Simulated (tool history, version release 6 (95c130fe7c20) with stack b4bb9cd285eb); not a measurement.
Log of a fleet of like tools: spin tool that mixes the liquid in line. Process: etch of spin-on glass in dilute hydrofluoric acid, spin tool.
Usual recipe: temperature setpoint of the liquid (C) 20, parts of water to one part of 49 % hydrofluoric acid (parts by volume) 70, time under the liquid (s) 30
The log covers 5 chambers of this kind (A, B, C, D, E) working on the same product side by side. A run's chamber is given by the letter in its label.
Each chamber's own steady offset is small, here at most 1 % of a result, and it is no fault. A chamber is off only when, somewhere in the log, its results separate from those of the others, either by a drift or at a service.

run,hour,temperature setpoint of the liquid (C),parts of water to one part of 49 % hydrofluoric acid (parts by volume),time under the liquid (s),hours since the thermometer was replaced,hours since the hydrofluoric acid flow meter was replaced,"read-back film thickness of the spin-on glass reference wafer, read on the same gauge (nm)",thickness taken off the spin-on glass on a monitor wafer (Å)
1E,12.3,20,70,30,260.9,1203.6,39.987,163.49
2D,27.9,20,70,30,1214.2,1347.5,39.996,163.5
# hour 33.7: chamber C: thermometer replaced
# hour 40.7: chamber D: hydrofluoric acid flow meter replaced
3A,41.3,20,70,30,1387.6,175.4,40.001,162.21
4C,52.4,20,70,30,18.8,451,39.984,165.19
5B,68.4,20,70,30,181.1,462.3,40.014,161.48
6C,83.3,20,70,30,49.7,481.9,40.008,166.31
7B,91.2,20,70,30,203.9,485.1,39.974,160.44
8A,99.5,20,70,30,1445.8,233.6,39.995,160.75
9D,114.9,20,70,30,1301.2,74.2,39.997,162.27
10E,127.2,20,70,30,375.8,1318.5,40,165.59
11C,136.9,20,70,30,103.3,535.5,39.975,163.4
12B,144.6,20,70,30,257.3,538.5,39.983,163.18
13A,158.1,20,70,30,1504.4,292.2,40.036,162.3
14E,172.6,20,70,30,421.2,1363.9,40.008,164.38
15D,185.7,20,70,30,1372,145,39.99,158.99
16A,201.8,17,70,30,1548.1,335.9,39.996,144.45
17C,213.7,17,70,30,180.1,612.3,40.001,146.02
18B,225.8,17,70,30,338.5,619.7,39.977,144.23
19E,240.5,17,70,30,489.1,1431.8,40.004,137.5
20D,255.2,17,70,30,1441.5,214.5,40.003,141.61
21A,270.2,20,70,30,1616.5,404.3,40.003,163.24
22E,280.8,20,70,30,529.4,1472.1,39.988,155.01
23C,293.5,20,70,30,259.9,692.1,39.975,162.15
# hour 305.7: chamber E: hydrofluoric acid flow meter replaced
24B,306.1,20,100,30,418.8,700,39.981,110.37
25D,316.4,20,100,30,1502.7,275.7,40.012,107.44
26A,331.8,20,100,30,1678.1,465.9,39.991,108.67
27E,346.5,20,100,30,595.1,40.8,39.998,102.22
# hour 350.6: chamber A: thermometer replaced
28D,356.3,20,100,30,1542.6,315.6,40.005,107.74
29B,371.1,20,70,30,483.8,765,40.029,163.71
30C,381.7,20,70,30,348.1,780.3,39.974,163.02
31D,396.8,20,70,30,1583.1,356.1,39.998,161.36
32A,409.4,20,70,30,58.8,543.5,39.99,161.12
33E,420.4,20,70,30,669,114.7,40.002,150.39
34B,431.3,20,70,30,544,825.2,39.985,164
35C,446.1,20,70,30,412.5,844.7,40.004,164.26
36E,459.3,20,70,30,707.9,153.6,40.01,146.62
37D,471.5,20,70,30,1657.8,430.8,39.99,160.63

Next, all 5 chambers run the settings below, one line each with question marks for the results. What does each chamber give?
38A,483.5,20,70,30,,,,?
38B,483.5,20,70,30,,,,?
38C,483.5,20,70,30,,,,?
38D,483.5,20,70,30,,,,?
38E,483.5,20,70,30,,,,?

run,thickness taken off the spin-on glass on a monitor wafer (Å)
38A,159.68
38B,162.58
38C,159.93
38D,160.25
38E,146.44

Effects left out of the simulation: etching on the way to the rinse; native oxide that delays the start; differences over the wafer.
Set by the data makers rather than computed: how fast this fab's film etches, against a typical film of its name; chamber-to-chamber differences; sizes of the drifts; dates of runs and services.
